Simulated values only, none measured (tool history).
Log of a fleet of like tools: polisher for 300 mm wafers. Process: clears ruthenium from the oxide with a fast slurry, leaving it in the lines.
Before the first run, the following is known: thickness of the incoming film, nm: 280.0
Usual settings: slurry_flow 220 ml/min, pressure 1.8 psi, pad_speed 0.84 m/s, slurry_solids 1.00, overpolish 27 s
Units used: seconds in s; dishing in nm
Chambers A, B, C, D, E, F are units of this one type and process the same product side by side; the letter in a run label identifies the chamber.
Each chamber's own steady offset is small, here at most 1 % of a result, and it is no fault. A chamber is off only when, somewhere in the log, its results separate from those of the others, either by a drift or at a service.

-- hour=3.6 chamber D: slurry blender recalibrated
run 1F hour=4.1 | slurry_flow=220 pressure=1.8 pad_speed=0.84 slurry_solids=1.00 overpolish=27 | seconds=132.310 dishing=43.446
-- hour=6.4 chamber A: worn pad replaced by a new one
run 2E hour=7.5 | slurry_flow=220 pressure=1.8 pad_speed=0.84 slurry_solids=1.00 overpolish=27 | seconds=135.020 dishing=44.013
run 3B hour=11.2 | slurry_flow=220 pressure=1.8 pad_speed=0.84 slurry_solids=1.00 overpolish=27 | seconds=138.330 dishing=44.117
-- hour=14.1 chamber D: slurry nozzle cleaned
run 4A hour=16.2 | slurry_flow=220 pressure=1.8 pad_speed=0.84 slurry_solids=1.00 overpolish=27 | seconds=137.700 dishing=45.591
run 5D hour=20.6 | slurry_flow=220 pressure=1.8 pad_speed=0.84 slurry_solids=1.00 overpolish=27 | seconds=136.920 dishing=42.895
run 6C hour=25.1 | slurry_flow=220 pressure=1.8 pad_speed=0.84 slurry_solids=1.00 overpolish=27 | seconds=140.530 dishing=42.869
run 7D hour=29.2 | slurry_flow=220 pressure=1.8 pad_speed=0.84 slurry_solids=1.00 overpolish=27 | seconds=131.030 dishing=45.274
run 8C hour=34.2 | slurry_flow=220 pressure=1.8 pad_speed=0.84 slurry_solids=1.00 overpolish=27 | seconds=137.100 dishing=42.121
run 9A hour=38.7 | slurry_flow=220 pressure=1.8 pad_speed=0.84 slurry_solids=1.00 overpolish=27 | seconds=135.930 dishing=43.708
run 10E hour=42.2 | slurry_flow=220 pressure=1.8 pad_speed=0.84 slurry_solids=0.85 overpolish=38 | seconds=146.630 dishing=55.446
run 11F hour=45.5 | slurry_flow=220 pressure=1.8 pad_speed=0.84 slurry_solids=0.85 overpolish=38 | seconds=148.350 dishing=51.707
-- hour=49.4 chamber B: slurry blender recalibrated
run 12B hour=49.7 | slurry_flow=220 pressure=1.8 pad_speed=0.84 slurry_solids=0.85 overpolish=38 | seconds=147.610 dishing=54.778
run 13B hour=53.6 | slurry_flow=220 pressure=1.8 pad_speed=0.84 slurry_solids=0.85 overpolish=38 | seconds=147.010 dishing=54.771
-- hour=56.2 chamber C: head pressure recalibrated
run 14E hour=56.4 | slurry_flow=220 pressure=1.8 pad_speed=0.84 slurry_solids=0.85 overpolish=38 | seconds=147.250 dishing=52.979
run 15A hour=60.2 | slurry_flow=220 pressure=1.8 pad_speed=0.84 slurry_solids=0.85 overpolish=38 | seconds=150.320 dishing=55.478
-- hour=61.2 chamber C: worn pad replaced by a new one
run 16C hour=63.7 | slurry_flow=220 pressure=1.8 pad_speed=0.84 slurry_solids=1.00 overpolish=27 | seconds=131.630 dishing=42.606
-- hour=66.0 chamber E: worn pad replaced by a new one
run 17D hour=67.0 | slurry_flow=220 pressure=1.8 pad_speed=0.84 slurry_solids=1.00 overpolish=27 | seconds=131.880 dishing=44.283
run 18F hour=71.8 | slurry_flow=220 pressure=1.8 pad_speed=0.84 slurry_solids=1.00 overpolish=27 | seconds=136.490 dishing=43.040
-- hour=74.3 chamber F: worn pad replaced by a new one
run 19B hour=75.9 | slurry_flow=220 pressure=1.8 pad_speed=0.84 slurry_solids=1.00 overpolish=27 | seconds=142.270 dishing=43.999
run 20C hour=79.0 | slurry_flow=220 pressure=1.8 pad_speed=0.84 slurry_solids=1.00 overpolish=27 | seconds=138.440 dishing=43.985
run 21A hour=84.6 | slurry_flow=220 pressure=1.8 pad_speed=0.84 slurry_solids=1.00 overpolish=27 | seconds=135.600 dishing=43.097
run 22D hour=88.5 | slurry_flow=220 pressure=1.8 pad_speed=1.12 slurry_solids=1.00 overpolish=27 | seconds=102.670 dishing=56.265
run 23E hour=91.8 | slurry_flow=220 pressure=1.8 pad_speed=1.12 slurry_solids=1.00 overpolish=27 | seconds=101.480 dishing=56.176
run 24F hour=95.3 | slurry_flow=220 pressure=1.8 pad_speed=1.12 slurry_solids=1.00 overpolish=27 | seconds=108.880 dishing=52.284
run 25B hour=98.8 | slurry_flow=220 pressure=1.8 pad_speed=1.12 slurry_solids=1.00 overpolish=27 | seconds=105.890 dishing=54.992
run 26E hour=103.1 | slurry_flow=220 pressure=1.8 pad_speed=1.12 slurry_solids=1.00 overpolish=27 | seconds=98.916 dishing=56.034
run 27C hour=107.9 | slurry_flow=220 pressure=1.8 pad_speed=1.12 slurry_solids=1.00 overpolish=27 | seconds=102.430 dishing=54.478
run 28A hour=111.4 | slurry_flow=220 pressure=1.8 pad_speed=0.84 slurry_solids=1.00 overpolish=27 | seconds=136.610 dishing=44.750
run 29D hour=116.7 | slurry_flow=220 pressure=1.8 pad_speed=0.84 slurry_solids=1.00 overpolish=27 | seconds=132.420 dishing=46.306
run 30F hour=120.3 | slurry_flow=220 pressure=1.8 pad_speed=0.84 slurry_solids=1.00 overpolish=27 | seconds=152.680 dishing=39.940
run 31F hour=124.2 | slurry_flow=220 pressure=1.8 pad_speed=0.84 slurry_solids=1.00 overpolish=27 | seconds=148.460 dishing=40.113
-- hour=124.8 chamber B: worn pad replaced by a new one
run 32A hour=128.0 | slurry_flow=220 pressure=1.8 pad_speed=0.84 slurry_solids=1.00 overpolish=27 | seconds=134.980 dishing=44.242
run 33C hour=130.6 | slurry_flow=220 pressure=1.8 pad_speed=0.84 slurry_solids=1.00 overpolish=27 | seconds=138.090 dishing=43.352
-- hour=132.2 chamber A: worn pad replaced by a new one
run 34D hour=134.8 | slurry_flow=220 pressure=1.8 pad_speed=0.84 slurry_solids=1.00 overpolish=27 | seconds=127.180 dishing=43.536
run 35E hour=139.2 | slurry_flow=220 pressure=1.4 pad_speed=0.58 slurry_solids=1.00 overpolish=27 | seconds=251.650 dishing=25.074
run 36B hour=143.1 | slurry_flow=220 pressure=1.4 pad_speed=0.58 slurry_solids=1.00 overpolish=27 | seconds=243.980 dishing=25.026
run 37A hour=146.8 | slurry_flow=220 pressure=1.4 pad_speed=0.58 slurry_solids=1.00 overpolish=27 | seconds=260.480 dishing=25.083
-- hour=151.5 chamber C: worn pad replaced by a new one
run 38B hour=151.7 | slurry_flow=220 pressure=1.4 pad_speed=0.58 slurry_solids=1.00 overpolish=27 | seconds=241.820 dishing=24.701
run 39E hour=154.4 | slurry_flow=220 pressure=1.4 pad_speed=0.58 slurry_solids=1.00 overpolish=27 | seconds=248.240 dishing=25.533
run 40D hour=159.9 | slurry_flow=220 pressure=1.4 pad_speed=0.58 slurry_solids=1.00 overpolish=27 | seconds=262.350 dishing=25.416
-- hour=161.7 chamber A: head pressure recalibrated
run 41C hour=164.0 | slurry_flow=240 pressure=1.8 pad_speed=0.84 slurry_solids=1.00 overpolish=27 | seconds=133.650 dishing=42.752
-- hour=166.0 chamber A: slurry blender recalibrated
run 42F hour=167.4 | slurry_flow=240 pressure=1.8 pad_speed=0.84 slurry_solids=1.00 overpolish=27 | seconds=156.660 dishing=38.513
run 43A hour=171.6 | slurry_flow=240 pressure=1.8 pad_speed=0.84 slurry_solids=1.00 overpolish=27 | seconds=140.170 dishing=43.982
run 44F hour=176.5 | slurry_flow=240 pressure=1.8 pad_speed=0.84 slurry_solids=1.00 overpolish=27 | seconds=162.260 dishing=38.373

All chambers now run identical settings, listed one chamber a line with results as question marks. What results will each chamber show?
run 45A hour=180.5 | slurry_flow=220 pressure=1.8 pad_speed=1.00 slurry_solids=1.00 overpolish=27 | seconds=? dishing=?
run 45B hour=180.5 | slurry_flow=220 pressure=1.8 pad_speed=1.00 slurry_solids=1.00 overpolish=27 | seconds=? dishing=?
run 45C hour=180.5 | slurry_flow=220 pressure=1.8 pad_speed=1.00 slurry_solids=1.00 overpolish=27 | seconds=? dishing=?
run 45D hour=180.5 | slurry_flow=220 pressure=1.8 pad_speed=1.00 slurry_solids=1.00 overpolish=27 | seconds=? dishing=?
run 45E hour=180.5 | slurry_flow=220 pressure=1.8 pad_speed=1.00 slurry_solids=1.00 overpolish=27 | seconds=? dishing=?
run 45F hour=180.5 | slurry_flow=220 pressure=1.8 pad_speed=1.00 slurry_solids=1.00 overpolish=27 | seconds=? dishing=?

run=45A seconds=117.080 dishing=50.862
run=45B seconds=114.810 dishing=50.039
run=45C seconds=119.200 dishing=49.099
run=45D seconds=113.650 dishing=51.513
run=45E seconds=110.100 dishing=49.915
run=45F seconds=129.920 dishing=42.759
